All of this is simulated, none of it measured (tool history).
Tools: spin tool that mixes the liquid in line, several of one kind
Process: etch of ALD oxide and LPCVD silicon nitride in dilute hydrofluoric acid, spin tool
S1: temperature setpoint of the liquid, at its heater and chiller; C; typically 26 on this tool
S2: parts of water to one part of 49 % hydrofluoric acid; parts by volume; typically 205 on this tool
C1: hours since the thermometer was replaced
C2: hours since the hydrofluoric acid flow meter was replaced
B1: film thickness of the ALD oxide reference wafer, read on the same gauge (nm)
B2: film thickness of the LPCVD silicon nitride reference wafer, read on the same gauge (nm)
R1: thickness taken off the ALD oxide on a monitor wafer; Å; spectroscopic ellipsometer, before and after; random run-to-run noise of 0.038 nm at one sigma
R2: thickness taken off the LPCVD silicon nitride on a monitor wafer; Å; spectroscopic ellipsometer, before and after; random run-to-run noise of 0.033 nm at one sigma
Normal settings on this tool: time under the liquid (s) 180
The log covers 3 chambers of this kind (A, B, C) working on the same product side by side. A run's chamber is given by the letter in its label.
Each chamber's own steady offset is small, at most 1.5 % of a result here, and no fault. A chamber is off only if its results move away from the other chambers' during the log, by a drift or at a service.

run 1A day=0.554 | S1=26 S2=205 time_under_the_liquid_(s)=180 | C1=827.7 C2=959.3 | B1=50.008 B2=50.024 | R1=82.63 R2=4.8068
run 2C day=0.825 | S1=26 S2=205 time_under_the_liquid_(s)=180 | C1=847.1 C2=1035 | B1=49.992 B2=50.015 | R1=82.43 R2=5.087
-- day=1.108 chamber C: hydrofluoric acid flow meter replaced
run 3B day=1.271 | S1=26 S2=205 time_under_the_liquid_(s)=180 | C1=289.1 C2=416 | B1=50.001 B2=49.967 | R1=84.06 R2=4.9733
run 4A day=1.529 | S1=26 S2=205 time_under_the_liquid_(s)=180 | C1=851.1 C2=982.7 | B1=49.983 B2=49.971 | R1=83.499 R2=5.0921
run 5B day=2.025 | S1=26 S2=300 time_under_the_liquid_(s)=75 | C1=307.2 C2=434.1 | B1=49.987 B2=50.019 | R1=21.488 R2=1.4573
run 6C day=2.621 | S1=26 S2=300 time_under_the_liquid_(s)=75 | C1=890.2 C2=36.3 | B1=49.988 B2=49.982 | R1=21.36 R2=1.5226
run 7A day=3.067 | S1=26 S2=300 time_under_the_liquid_(s)=75 | C1=888 C2=1019.6 | B1=50.003 B2=49.997 | R1=21.141 R2=1.4485
run 8C day=3.412 | S1=26 S2=205 time_under_the_liquid_(s)=180 | C1=909.2 C2=55.3 | B1=49.995 B2=50.028 | R1=82.023 R2=4.9643
run 9B day=3.967 | S1=26 S2=205 time_under_the_liquid_(s)=180 | C1=353.8 C2=480.7 | B1=50.008 B2=49.993 | R1=83.037 R2=4.9116
run 10C day=4.533 | S1=26 S2=205 time_under_the_liquid_(s)=180 | C1=936.1 C2=82.2 | B1=50.017 B2=50.028 | R1=82.68 R2=5.2976
run 11B day=4.925 | S1=26 S2=205 time_under_the_liquid_(s)=180 | C1=376.8 C2=503.7 | B1=50.016 B2=50.01 | R1=83.117 R2=5.1397
run 12A day=5.329 | S1=26 S2=205 time_under_the_liquid_(s)=180 | C1=942.3 C2=1073.9 | B1=49.993 B2=49.99 | R1=83.158 R2=5.1416
run 13C day=5.621 | S1=26 S2=205 time_under_the_liquid_(s)=180 | C1=962.2 C2=108.3 | B1=50.012 B2=50.021 | R1=83.172 R2=4.8986
run 14B day=6.192 | S1=26 S2=285 time_under_the_liquid_(s)=100 | C1=407.2 C2=534.1 | B1=50.002 B2=49.982 | R1=30.72 R2=2.1778
run 15A day=6.746 | S1=26 S2=285 time_under_the_liquid_(s)=100 | C1=976.3 C2=1107.9 | B1=49.996 B2=49.97 | R1=30.373 R2=1.8402
run 16A day=7.125 | S1=26 S2=285 time_under_the_liquid_(s)=100 | C1=985.4 C2=1117 | B1=50.01 B2=50.031 | R1=30.187 R2=1.9559
run 17C day=7.446 | S1=26 S2=205 time_under_the_liquid_(s)=180 | C1=1006 C2=152.1 | B1=50.012 B2=49.993 | R1=82.66 R2=4.7189
run 18B day=7.75 | S1=26 S2=205 time_under_the_liquid_(s)=180 | C1=444.6 C2=571.5 | B1=49.999 B2=50.036 | R1=83.704 R2=4.8653
run 19A day=8.2 | S1=26 S2=205 time_under_the_liquid_(s)=180 | C1=1011.2 C2=1142.8 | B1=50.016 B2=49.99 | R1=83.101 R2=5.6671
run 20B day=8.483 | S1=26 S2=255 time_under_the_liquid_(s)=75 | C1=462.2 C2=589.1 | B1=49.999 B2=49.994 | R1=26.46 R2=1.6701
run 21C day=8.967 | S1=26 S2=255 time_under_the_liquid_(s)=75 | C1=1042.5 C2=188.6 | B1=50.003 B2=50.033 | R1=26.155 R2=1.819
run 22C day=9.354 | S1=26 S2=255 time_under_the_liquid_(s)=75 | C1=1051.8 C2=197.9 | B1=50.005 B2=49.984 | R1=26.324 R2=1.9994
run 23B day=9.875 | S1=26 S2=205 time_under_the_liquid_(s)=180 | C1=495.6 C2=622.5 | B1=50.007 B2=50.022 | R1=82.739 R2=5.0233
run 24A day=10.35 | S1=26 S2=205 time_under_the_liquid_(s)=180 | C1=1062.8 C2=1194.4 | B1=50.002 B2=50.019 | R1=83.066 R2=4.9039
run 25A day=10.867 | S1=26 S2=205 time_under_the_liquid_(s)=180 | C1=1075.2 C2=1206.8 | B1=50.018 B2=49.999 | R1=83.494 R2=4.7748
run 26B day=11.375 | S1=26 S2=205 time_under_the_liquid_(s)=180 | C1=531.6 C2=658.5 | B1=50.004 B2=50.014 | R1=84.064 R2=4.8551
run 27C day=11.854 | S1=26 S2=205 time_under_the_liquid_(s)=180 | C1=1111.8 C2=257.9 | B1=50 B2=50.026 | R1=83.475 R2=4.9884
run 28C day=12.121 | S1=26 S2=205 time_under_the_liquid_(s)=180 | C1=1118.2 C2=264.3 | B1=49.99 B2=49.96 | R1=82.125 R2=5.1448
run 29A day=12.642 | S1=26 S2=205 time_under_the_liquid_(s)=180 | C1=1117.8 C2=1249.4 | B1=50.013 B2=49.957 | R1=83.101 R2=5.0351
run 30B day=13.046 | S1=26 S2=205 time_under_the_liquid_(s)=180 | C1=571.7 C2=698.6 | B1=50.011 B2=50.07 | R1=82.981 R2=4.8335
run 31C day=13.467 | S1=26 S2=110 time_under_the_liquid_(s)=120 | C1=1150.5 C2=296.6 | B1=50.015 B2=49.955 | R1=113.97 R2=6.3245
run 32B day=13.996 | S1=26 S2=110 time_under_the_liquid_(s)=120 | C1=594.5 C2=721.4 | B1=50 B2=50.008 | R1=114.09 R2=6.5283
run 33A day=14.35 | S1=26 S2=110 time_under_the_liquid_(s)=120 | C1=1158.8 C2=1290.4 | B1=50.016 B2=49.959 | R1=115.27 R2=6.119
run 34B day=14.646 | S1=26 S2=205 time_under_the_liquid_(s)=180 | C1=610.1 C2=737 | B1=49.994 B2=50.016 | R1=82.723 R2=5.488
-- day=14.767 chamber C: thermometer replaced
run 35C day=15.029 | S1=26 S2=205 time_under_the_liquid_(s)=180 | C1=6.4 C2=334.1 | B1=49.992 B2=50.012 | R1=82.392 R2=4.7532
run 36A day=15.558 | S1=26 S2=205 time_under_the_liquid_(s)=180 | C1=1187.8 C2=1319.4 | B1=50.003 B2=49.989 | R1=82.825 R2=5.1976
run 37B day=15.954 | S1=26 S2=205 time_under_the_liquid_(s)=180 | C1=641.5 C2=768.4 | B1=49.999 B2=50.002 | R1=83.218 R2=4.9499
run 38A day=16.333 | S1=26 S2=205 time_under_the_liquid_(s)=180 | C1=1206.4 C2=1338 | B1=49.997 B2=50.026 | R1=82.525 R2=4.611
run 39C day=16.904 | S1=26 S2=205 time_under_the_liquid_(s)=180 | C1=51.4 C2=379.1 | B1=49.992 B2=50.025 | R1=82.121 R2=5.3099
run 40C day=17.229 | S1=23.5 S2=205 time_under_the_liquid_(s)=85 | C1=59.2 C2=386.9 | B1=49.997 B2=50.002 | R1=35.668 R2=2.1731
run 41B day=17.779 | S1=23.5 S2=205 time_under_the_liquid_(s)=85 | C1=685.3 C2=812.2 | B1=50.02 B2=49.985 | R1=35.776 R2=2.1082
run 42A day=18.2 | S1=23.5 S2=205 time_under_the_liquid_(s)=85 | C1=1251.2 C2=1382.8 | B1=50.003 B2=50.026 | R1=35.777 R2=2.1935

Decide between three cases: one chamber stands off from its peers, the gauge reading all wafers drifts, or nothing is wrong past each chamber's small offset. Where a chamber is off, say which and what most likely put it there.

The fleet is healthy, with each chamber sitting at its usual small offset and no drift in the gauge.
